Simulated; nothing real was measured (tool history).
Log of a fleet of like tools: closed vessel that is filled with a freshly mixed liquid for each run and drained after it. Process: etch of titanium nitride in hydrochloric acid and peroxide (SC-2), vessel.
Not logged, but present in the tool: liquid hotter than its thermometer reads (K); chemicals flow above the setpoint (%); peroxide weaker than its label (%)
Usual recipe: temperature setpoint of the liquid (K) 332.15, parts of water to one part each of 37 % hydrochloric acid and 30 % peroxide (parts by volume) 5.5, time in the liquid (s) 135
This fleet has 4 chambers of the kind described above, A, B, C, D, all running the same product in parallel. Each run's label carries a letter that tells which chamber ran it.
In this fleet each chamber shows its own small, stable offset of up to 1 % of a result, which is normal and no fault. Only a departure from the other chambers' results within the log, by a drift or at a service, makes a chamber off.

run,hour,temperature setpoint of the liquid (K),parts of water to one part each of 37 % hydrochloric acid and 30 % peroxide (parts by volume),time in the liquid (s),hours since the thermometer was replaced,hours since the chemicals flow meter was replaced,hours since the drum of peroxide was connected,"read-back film thickness of the titanium nitride reference wafer, read on the same gauge (nm)",thickness taken off the titanium nitride on a monitor wafer (Å)
1D,3,332.15,5.5,135,395.1,1047,639.3,59.978,62.658
2C,6.4,332.15,5.5,135,1344.8,148.8,715,60.006,61.905
3A,9.5,332.15,5.5,135,1906,359.7,1330.6,60.029,61.728
4B,13.1,332.15,5.5,135,1203.5,409.3,751.1,60.007,62.285
5B,16.4,332.15,5.5,100,1206.8,412.6,754.4,60.006,46.235
6A,21.3,332.15,5.5,100,1917.8,371.5,1342.4,60.009,46.042
7D,25.5,332.15,5.5,100,417.6,1069.5,661.8,60.024,46.462
8C,30.4,332.15,5.5,100,1368.8,172.8,739,59.971,45.731
9B,34.4,332.15,5.5,135,1224.8,430.6,772.4,60.032,62.166
10C,37.8,332.15,5.5,135,1376.2,180.2,746.4,60.012,60.961
11D,42.6,332.15,5.5,135,434.7,1086.6,678.9,59.983,62.026
12A,47.2,332.15,5.5,135,1943.7,397.4,1368.3,60.016,62.431
13D,50.7,332.15,8.5,160,442.8,1094.7,687,60.02,52.454
14A,54,332.15,8.5,160,1950.5,404.2,1375.1,60.044,53.247
15C,57.2,332.15,8.5,160,1395.6,199.6,765.8,59.981,52.645
16B,59.9,332.15,8.5,160,1250.3,456.1,797.9,59.973,53.557
17D,63,332.15,5.5,135,455.1,1107,699.3,60.009,62.021
18C,67.4,332.15,5.5,135,1405.8,209.8,776,59.987,61.166
19A,70.8,332.15,5.5,135,1967.3,421,1391.9,59.991,62.205
20B,74.8,332.15,5.5,135,1265.2,471,812.8,59.983,62.452
21B,78.9,332.15,5.5,200,1269.3,475.1,816.9,60.018,90.825
22C,83.2,332.15,5.5,200,1421.6,225.6,791.8,59.964,91.077
# hour 83.5: chamber B: thermometer replaced
23A,85.4,332.15,5.5,200,1981.9,435.6,1406.5,59.971,92.078
# hour 89.7: chamber A: new drum of peroxide connected
24D,89.8,332.15,5.5,200,481.9,1133.8,726.1,60.029,93.208
25B,92.1,332.15,5.5,135,8.6,488.3,830.1,60,61.447
26D,97,325.15,5.5,135,489.1,1141,733.3,60.007,40.084
# hour 100.1: chamber C: new drum of peroxide connected
27C,101.6,325.15,5.5,135,1440,244,1.6,60.012,39.645
28A,103.9,325.15,5.5,135,2000.4,454.1,14.3,59.956,39.307
29C,108.8,325.15,5.5,135,1447.2,251.2,8.8,60.008,39.383

All chambers now run identical settings, listed one chamber a line with results as question marks. What results will each chamber show?
30A,112.4,332.15,8,135,,,,,?
30B,112.4,332.15,8,135,,,,,?
30C,112.4,332.15,8,135,,,,,?
30D,112.4,332.15,8,135,,,,,?

run,thickness taken off the titanium nitride on a monitor wafer (Å)
30A,46.723
30B,46.87
30C,46.704
30D,47.28
